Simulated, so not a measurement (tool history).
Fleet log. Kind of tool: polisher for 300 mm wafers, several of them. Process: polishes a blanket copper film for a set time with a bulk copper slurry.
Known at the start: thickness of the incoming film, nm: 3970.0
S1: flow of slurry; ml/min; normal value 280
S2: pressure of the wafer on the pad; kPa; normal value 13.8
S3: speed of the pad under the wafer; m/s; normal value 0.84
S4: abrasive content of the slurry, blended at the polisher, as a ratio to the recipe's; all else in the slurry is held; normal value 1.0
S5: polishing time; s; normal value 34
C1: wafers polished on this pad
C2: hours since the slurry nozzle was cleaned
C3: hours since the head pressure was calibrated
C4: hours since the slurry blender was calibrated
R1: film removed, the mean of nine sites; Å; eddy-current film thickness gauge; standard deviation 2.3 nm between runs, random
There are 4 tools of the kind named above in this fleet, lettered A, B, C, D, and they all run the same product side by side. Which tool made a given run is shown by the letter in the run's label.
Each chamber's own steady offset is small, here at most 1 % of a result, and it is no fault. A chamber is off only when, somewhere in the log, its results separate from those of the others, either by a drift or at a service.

run   hour   S1    S2    S3   S4  S5    C1     C2     C3     C4      R1
       1.6  -- chamber A: worn pad replaced by a new one
 1C   10.7  280  13.8  0.84  1.0  34   634  120.4  186.0  286.6  1659.4
 2A   18.4  280  13.8  0.84  1.0  34   223   62.2   77.7  264.5  1621.0
 3D   26.1  280  13.8  0.84  1.0  34   886  212.3  789.7  160.0  1611.7
 4B   31.8  280  13.8  0.84  1.0  34  1438  249.8  777.8  134.8  1626.7
      37.3  -- chamber B: worn pad replaced by a new one
 5C   43.1  280  13.8  0.84  1.0  34  1065  152.8  218.4  319.0  1641.5
 6A   51.6  280  13.8  0.84  1.1  39   665   95.4  110.9  297.7  1921.4
      61.5  -- chamber C: worn pad replaced by a new one
 7B   62.5  280  13.8  0.84  1.1  39   336  280.5  808.5  165.5  1951.4
 8D   69.5  280  13.8  0.84  1.1  39  1463  255.7  833.1  203.4  1830.7
 9C   80.3  280  13.8  0.84  1.1  39   250  190.0  255.6  356.2  1873.9
      80.4  -- chamber A: worn pad replaced by a new one
10A   86.9  280  13.8  0.84  1.0  34    87  130.7  146.2  333.0  1605.9
11D   97.0  280  13.8  0.84  1.0  34  1829  283.2  860.6  230.9  1577.3
12B  104.9  280  13.8  0.62  1.0  34   899  322.9  850.9  207.9  1240.3
13C  114.7  280  13.8  0.62  1.0  34   707  224.4  290.0  390.6  1209.1
     116.0  -- chamber D: slurry nozzle cleaned
     118.0  -- chamber D: slurry blender recalibrated
     118.9  -- chamber C: head pressure recalibrated
14A  124.4  280  13.8  0.62  1.0  34   586  168.2  183.7  370.5  1228.3
     129.0  -- chamber B: worn pad replaced by a new one
15B  133.0  280  13.8  0.62  1.0  34    53  351.0  879.0  236.0  1232.0
16D  138.6  280  13.8  0.84  1.0  34  2382   22.6  902.2   20.6  1552.8
     143.8  -- chamber C: worn pad replaced by a new one
17D  146.9  280  13.8  0.84  1.0  34  2492   30.9  910.5   28.9  1531.6
18A  158.9  280  13.8  0.84  1.0  34  1044  202.7  218.2  405.0  1625.7
     163.1  -- chamber A: worn pad replaced by a new one
19B  167.0  280  13.8  0.84  1.0  34   505  385.0  913.0  270.0  1644.3
20C  173.8  280  13.8  0.84  1.0  34   399  283.5   54.9  449.7  1605.7
21B  180.4  280  13.8  1.02  1.0  30   683  398.4  926.4  283.4  1777.0
22A  187.6  280  13.8  1.02  1.0  30   326  231.4  246.9  433.7  1728.5
23C  196.5  280  13.8  1.02  1.0  30   700  306.2   77.6  472.4  1767.5
24D  205.6  280  13.8  1.02  1.0  30  3272   89.6  969.2   87.6  1588.0
25D  214.1  280  13.8  0.84  1.0  34  3385   98.1  977.7   96.1  1461.5
26A  220.3  280  13.8  0.84  1.0  34   760  264.1  279.6  466.4  1625.6
27C  226.2  280  13.8  0.84  1.0  34  1095  335.9  107.3  502.1  1665.4
28B  234.7  280  13.8  0.84  1.0  34  1405  452.7  980.7  337.7  1645.1

Each of the 4 chambers runs these same settings next. Fill in every chamber's results:
29A  243.4  280  11.0  0.84  1.0  34                   ?
29B  243.4  280  11.0  0.84  1.0  34                   ?
29C  243.4  280  11.0  0.84  1.0  34                   ?
29D  243.4  280  11.0  0.84  1.0  34                   ?

run      R1
29A  1310.9
29B  1302.2
29C  1310.6
29D  1142.4
